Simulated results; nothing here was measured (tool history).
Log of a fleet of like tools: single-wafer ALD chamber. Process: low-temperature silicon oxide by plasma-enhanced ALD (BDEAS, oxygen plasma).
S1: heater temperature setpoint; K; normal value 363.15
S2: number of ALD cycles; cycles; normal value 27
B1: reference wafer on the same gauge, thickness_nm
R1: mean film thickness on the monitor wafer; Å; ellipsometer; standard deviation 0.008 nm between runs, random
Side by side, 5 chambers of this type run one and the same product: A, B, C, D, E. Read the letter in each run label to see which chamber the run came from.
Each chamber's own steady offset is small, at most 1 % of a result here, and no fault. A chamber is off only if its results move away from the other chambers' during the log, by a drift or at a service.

{"run": "1A", "day": 0.108, "S1": 363.15, "S2": 27, "B1": 3.5201, "R1": 39.863}
{"run": "2C", "day": 0.246, "S1": 363.15, "S2": 27, "B1": 3.5191, "R1": 39.913}
{"run": "3E", "day": 0.438, "S1": 363.15, "S2": 27, "B1": 3.5188, "R1": 39.604}
{"run": "4B", "day": 0.571, "S1": 363.15, "S2": 27, "B1": 3.5222, "R1": 39.9}
{"run": "5D", "day": 0.75, "S1": 370.15, "S2": 24, "B1": 3.5211, "R1": 34.679}
{"run": "6C", "day": 0.871, "S1": 370.15, "S2": 24, "B1": 3.5188, "R1": 34.646}
{"run": "7D", "day": 1.079, "S1": 370.15, "S2": 24, "B1": 3.5188, "R1": 34.644}
{"run": "8E", "day": 1.296, "S1": 370.15, "S2": 24, "B1": 3.5202, "R1": 34.278}
{"run": "9A", "day": 1.429, "S1": 370.15, "S2": 24, "B1": 3.5196, "R1": 34.5}
{"run": "10B", "day": 1.629, "S1": 363.15, "S2": 27, "B1": 3.519, "R1": 40.0}
{"run": "11B", "day": 1.746, "S1": 363.15, "S2": 27, "B1": 3.5176, "R1": 39.991}
{"run": "12E", "day": 1.883, "S1": 363.15, "S2": 27, "B1": 3.5207, "R1": 39.687}
{"run": "13D", "day": 1.996, "S1": 363.15, "S2": 27, "B1": 3.5197, "R1": 40.123}
{"run": "14C", "day": 2.221, "S1": 363.15, "S2": 27, "B1": 3.5192, "R1": 39.834}
{"run": "15A", "day": 2.333, "S1": 363.15, "S2": 27, "B1": 3.5179, "R1": 39.81}
{"run": "16E", "day": 2.517, "S1": 363.15, "S2": 27, "B1": 3.5193, "R1": 39.744}
{"run": "17D", "day": 2.658, "S1": 363.15, "S2": 27, "B1": 3.519, "R1": 40.039}
{"run": "18B", "day": 2.817, "S1": 363.15, "S2": 27, "B1": 3.5193, "R1": 40.164}
{"run": "19A", "day": 2.971, "S1": 363.15, "S2": 27, "B1": 3.5207, "R1": 39.854}
{"run": "20C", "day": 3.15, "S1": 363.15, "S2": 27, "B1": 3.5204, "R1": 39.963}
{"run": "21A", "day": 3.35, "S1": 363.15, "S2": 27, "B1": 3.5193, "R1": 39.88}
{"run": "22D", "day": 3.521, "S1": 363.15, "S2": 27, "B1": 3.5192, "R1": 40.119}
{"run": "23E", "day": 3.688, "S1": 363.15, "S2": 27, "B1": 3.521, "R1": 39.62}
{"run": "24C", "day": 3.888, "S1": 363.15, "S2": 27, "B1": 3.5197, "R1": 40.001}
{"run": "25B", "day": 4.121, "S1": 363.15, "S2": 27, "B1": 3.5207, "R1": 39.903}
{"run": "26D", "day": 4.333, "S1": 363.15, "S2": 23, "B1": 3.5198, "R1": 34.151}
{"run": "27A", "day": 4.562, "S1": 363.15, "S2": 23, "B1": 3.5191, "R1": 34.007}
{"run": "28E", "day": 4.783, "S1": 363.15, "S2": 23, "B1": 3.5207, "R1": 33.729}
{"run": "29B", "day": 4.975, "S1": 363.15, "S2": 23, "B1": 3.5207, "R1": 34.078}
{"run": "30C", "day": 5.092, "S1": 363.15, "S2": 23, "B1": 3.5203, "R1": 33.914}
{"run": "31B", "day": 5.25, "S1": 363.15, "S2": 27, "B1": 3.5214, "R1": 40.023}
{"run": "32E", "day": 5.412, "S1": 363.15, "S2": 27, "B1": 3.5199, "R1": 39.698}
{"run": "33C", "day": 5.633, "S1": 363.15, "S2": 27, "B1": 3.5221, "R1": 39.841}
{"run": "34A", "day": 5.767, "S1": 369.15, "S2": 22, "B1": 3.5209, "R1": 31.801}
{"run": "35D", "day": 5.954, "S1": 369.15, "S2": 22, "B1": 3.5202, "R1": 31.899}
{"run": "36A", "day": 6.083, "S1": 369.15, "S2": 22, "B1": 3.5193, "R1": 31.733}
{"run": "37D", "day": 6.267, "S1": 369.15, "S2": 22, "B1": 3.5217, "R1": 31.802}
{"run": "38C", "day": 6.492, "S1": 369.15, "S2": 22, "B1": 3.5185, "R1": 31.776}
{"run": "39B", "day": 6.638, "S1": 363.15, "S2": 27, "B1": 3.521, "R1": 39.918}
{"run": "40E", "day": 6.804, "S1": 363.15, "S2": 27, "B1": 3.5192, "R1": 39.69}
{"run": "41B", "day": 6.996, "S1": 363.15, "S2": 27, "B1": 3.5201, "R1": 39.955}
{"run": "42D", "day": 7.229, "S1": 363.15, "S2": 27, "B1": 3.5211, "R1": 39.946}

Which is it: a chamber that has drifted or been left off by a service, a gauge drift common to all chambers, or only each chamber's usual small offset? If a chamber is off, name it and its likeliest cause.

No chamber is off and the gauge is stable; the differences are just each chamber's small, constant offset.

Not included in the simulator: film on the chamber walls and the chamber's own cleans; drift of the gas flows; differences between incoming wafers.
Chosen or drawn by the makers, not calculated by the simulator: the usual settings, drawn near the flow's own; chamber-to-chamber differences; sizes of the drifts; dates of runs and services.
